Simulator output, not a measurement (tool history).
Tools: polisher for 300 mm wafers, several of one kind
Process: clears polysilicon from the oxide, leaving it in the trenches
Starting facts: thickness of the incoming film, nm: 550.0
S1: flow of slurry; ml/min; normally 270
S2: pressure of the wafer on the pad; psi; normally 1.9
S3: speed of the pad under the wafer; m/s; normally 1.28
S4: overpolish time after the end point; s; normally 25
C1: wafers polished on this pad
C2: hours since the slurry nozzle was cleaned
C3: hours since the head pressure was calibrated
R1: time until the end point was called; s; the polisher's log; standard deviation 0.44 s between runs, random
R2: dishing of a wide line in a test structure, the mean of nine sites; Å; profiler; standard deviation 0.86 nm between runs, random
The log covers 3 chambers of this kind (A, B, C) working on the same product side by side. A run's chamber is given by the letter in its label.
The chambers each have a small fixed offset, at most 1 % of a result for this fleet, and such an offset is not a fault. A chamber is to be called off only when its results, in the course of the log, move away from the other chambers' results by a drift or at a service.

Run 1B, hour 5.2: usual settings; C1 677; C2 233.4; C3 103.5. Result: R1 49.145 s, R2 602.09 Å.
At hour 7: chamber A: slurry nozzle cleaned.
Run 2A, hour 10.7: usual settings; C1 166; C2 3.7; C3 249.7. Result: R1 49.454 s, R2 624.13 Å.
Run 3C, hour 16.7: usual settings; C1 642; C2 181.2; C3 753.4. Result: R1 49.991 s, R2 622.53 Å.
At hour 20.1: chamber C: worn pad replaced by a new one.
Run 4B, hour 21.4: usual settings; C1 859; C2 249.6; C3 119.7. Result: R1 49.789 s, R2 626.5 Å.
Run 5C, hour 25.3: usual settings; C1 59; C2 189.8; C3 762. Result: R1 50.184 s, R2 635.01 Å.
Run 6A, hour 29.5: usual settings; C1 377; C2 22.5; C3 268.5. Result: R1 48.99 s, R2 622.25 Å.
Run 7B, hour 35.2: usual settings; C1 1014; C2 263.4; C3 133.5. Result: R1 49.668 s, R2 624.86 Å.
Run 8C, hour 40.2: usual settings; C1 227; C2 204.7; C3 776.9. Result: R1 49.501 s, R2 607.1 Å.
Run 9A, hour 47.3: usual settings; C1 577; C2 40.3; C3 286.3. Result: R1 49.2 s, R2 622.88 Å.
At hour 50.3: chamber B: worn pad replaced by a new one.
Run 10B, hour 52: usual settings; C1 19; C2 280.2; C3 150.3. Result: R1 49.212 s, R2 607.27 Å.
At hour 55: chamber A: head pressure recalibrated.
Run 11C, hour 58.3: usual settings; C1 430; C2 222.8; C3 795. Result: R1 49.29 s, R2 641.01 Å.
Run 12A, hour 62.8: usual settings; C1 751; C2 55.8; C3 7.8. Result: R1 49.929 s, R2 621.29 Å.
At hour 67.6: chamber C: worn pad replaced by a new one.
Run 13A, hour 69: usual settings but S3 1.44 m/s; C1 821; C2 62; C3 14. Result: R1 44.022 s, R2 615.76 Å.
Run 14C, hour 73.3: usual settings but S3 1.44 m/s; C1 64; C2 237.8; C3 810. Result: R1 44.213 s, R2 616.2 Å.
Run 15B, hour 79.6: usual settings but S3 1.44 m/s; C1 330; C2 307.8; C3 177.9. Result: R1 43.333 s, R2 612.76 Å.
Run 16B, hour 86.4: usual settings but S4 18 s; C1 406; C2 314.6; C3 184.7. Result: R1 49.348 s, R2 590.32 Å.
Run 17A, hour 92.4: usual settings but S4 18 s; C1 1084; C2 85.4; C3 37.4. Result: R1 49.289 s, R2 597.13 Å.
Run 18C, hour 95.9: usual settings but S4 18 s; C1 318; C2 260.4; C3 832.6. Result: R1 49.051 s, R2 588.64 Å.
At hour 96.4: chamber A: worn pad replaced by a new one.
Run 19C, hour 99: usual settings; C1 353; C2 263.5; C3 835.7. Result: R1 49.294 s, R2 617.67 Å.
Run 20A, hour 106.1: usual settings; C1 109; C2 99.1; C3 51.1. Result: R1 49.373 s, R2 626.65 Å.
Run 21B, hour 111.2: usual settings; C1 685; C2 339.4; C3 209.5. Result: R1 48.465 s, R2 606.75 Å.
Run 22B, hour 116.4: usual settings; C1 743; C2 344.6; C3 214.7. Result: R1 49.259 s, R2 615.7 Å.
Run 23A, hour 122.3: usual settings; C1 291; C2 115.3; C3 67.3. Result: R1 48.606 s, R2 622.09 Å.

Has any chamber moved away from the others, gradually or after a service, or does the common gauge drift, or do the chambers differ only by their own small steady offsets? State the chamber and the most likely cause if one applies.

The fleet is healthy, with each chamber sitting at its usual small offset and no drift in the gauge.

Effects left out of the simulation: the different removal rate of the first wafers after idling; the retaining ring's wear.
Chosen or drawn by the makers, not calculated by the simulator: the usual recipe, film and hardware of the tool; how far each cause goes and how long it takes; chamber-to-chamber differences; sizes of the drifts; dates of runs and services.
